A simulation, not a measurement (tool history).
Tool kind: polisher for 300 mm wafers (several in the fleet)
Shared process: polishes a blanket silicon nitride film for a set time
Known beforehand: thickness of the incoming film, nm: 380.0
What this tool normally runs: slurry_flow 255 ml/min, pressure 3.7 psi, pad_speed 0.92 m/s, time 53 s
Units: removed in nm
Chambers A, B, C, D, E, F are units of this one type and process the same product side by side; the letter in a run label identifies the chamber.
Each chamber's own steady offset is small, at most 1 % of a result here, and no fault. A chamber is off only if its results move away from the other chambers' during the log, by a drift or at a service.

run   hour  slurry_flow  pressure  pad_speed  time  removed
       1.8  -- chamber B: worn pad replaced by a new one
 1E    1.9          255       3.7       0.92    53  101.600
 2C    4.4          255       3.7       0.92    53  100.780
       4.5  -- chamber D: worn pad replaced by a new one
 3F    7.0          255       3.7       0.92    53   98.697
 4D   10.5          255       3.7       0.92    53   99.420
 5B   14.8          295       3.7       1.06    53  114.040
 6A   17.3          295       3.7       1.06    53  111.020
 7D   19.6          295       3.7       1.06    53  113.350
 8A   21.9          295       3.7       1.06    53  111.840
 9B   25.0          295       3.7       1.06    53  114.130
      26.6  -- chamber F: worn pad replaced by a new one
10C   28.0          295       3.7       1.06    53  111.950
11F   30.6          255       3.7       0.92    71  135.200
12E   33.6          255       3.7       0.92    71  134.490
      35.5  -- chamber C: slurry nozzle cleaned
13E   37.2          255       3.7       0.92    71  135.490
      37.4  -- chamber A: worn pad replaced by a new one
14D   39.8          255       3.7       0.92    71  133.900
15F   42.0          255       3.7       0.92    71  134.140
      42.2  -- chamber B: worn pad replaced by a new one
16A   43.9          255       3.7       0.92    71  133.120
17B   47.5          255       3.7       0.92    53  102.310
18C   51.7          255       3.7       0.92    53   98.419
      55.5  -- chamber C: worn pad replaced by a new one
19B   55.5          255       3.7       0.92    53  100.430
20D   57.8          290       3.7       0.92    40   76.466
      59.2  -- chamber B: head pressure recalibrated
      61.2  -- chamber F: worn pad replaced by a new one
21C   61.6          290       3.7       0.92    40   77.796
22F   64.9          290       3.7       0.92    40   75.299
23E   69.1          290       3.7       0.92    40   77.803
24A   71.1          290       3.7       0.92    40   76.198
      72.3  -- chamber D: worn pad replaced by a new one
25E   73.6          290       3.7       0.92    40   76.396
      76.1  -- chamber B: worn pad replaced by a new one
26B   77.9          255       3.7       0.92    53   99.522
27F   79.9          255       3.7       0.92    53   96.863
28C   82.9          255       3.7       0.92    53  101.400
      85.3  -- chamber E: worn pad replaced by a new one
29A   86.4          170       3.7       0.92    69  124.200
30D   88.9          170       3.7       0.92    69  123.400
31F   90.8          170       3.7       0.92    69  118.810
32D   92.8          170       3.7       0.92    69  123.860
33A   96.1          170       3.7       0.92    69  123.420
34C   99.1          170       3.7       0.92    69  123.150
35B  102.3          255       3.7       0.92    53  101.130
36E  105.9          255       3.7       0.92    53  100.780
     107.0  -- chamber A: worn pad replaced by a new one
37D  109.6          255       3.7       0.92    53   99.271
38A  112.3          255       3.7       0.92    53   99.932
39C  114.8          255       3.7       0.92    53   99.761

Next, all 6 chambers run the settings below, one line each with question marks for the results. What does each chamber give?
40A  117.9          255       3.7       0.92    53        ?
40B  117.9          255       3.7       0.92    53        ?
40C  117.9          255       3.7       0.92    53        ?
40D  117.9          255       3.7       0.92    53        ?
40E  117.9          255       3.7       0.92    53        ?
40F  117.9          255       3.7       0.92    53        ?

run  removed
40A  100.060
40B  102.250
40C   99.240
40D   99.417
40E  100.950
40F   90.822
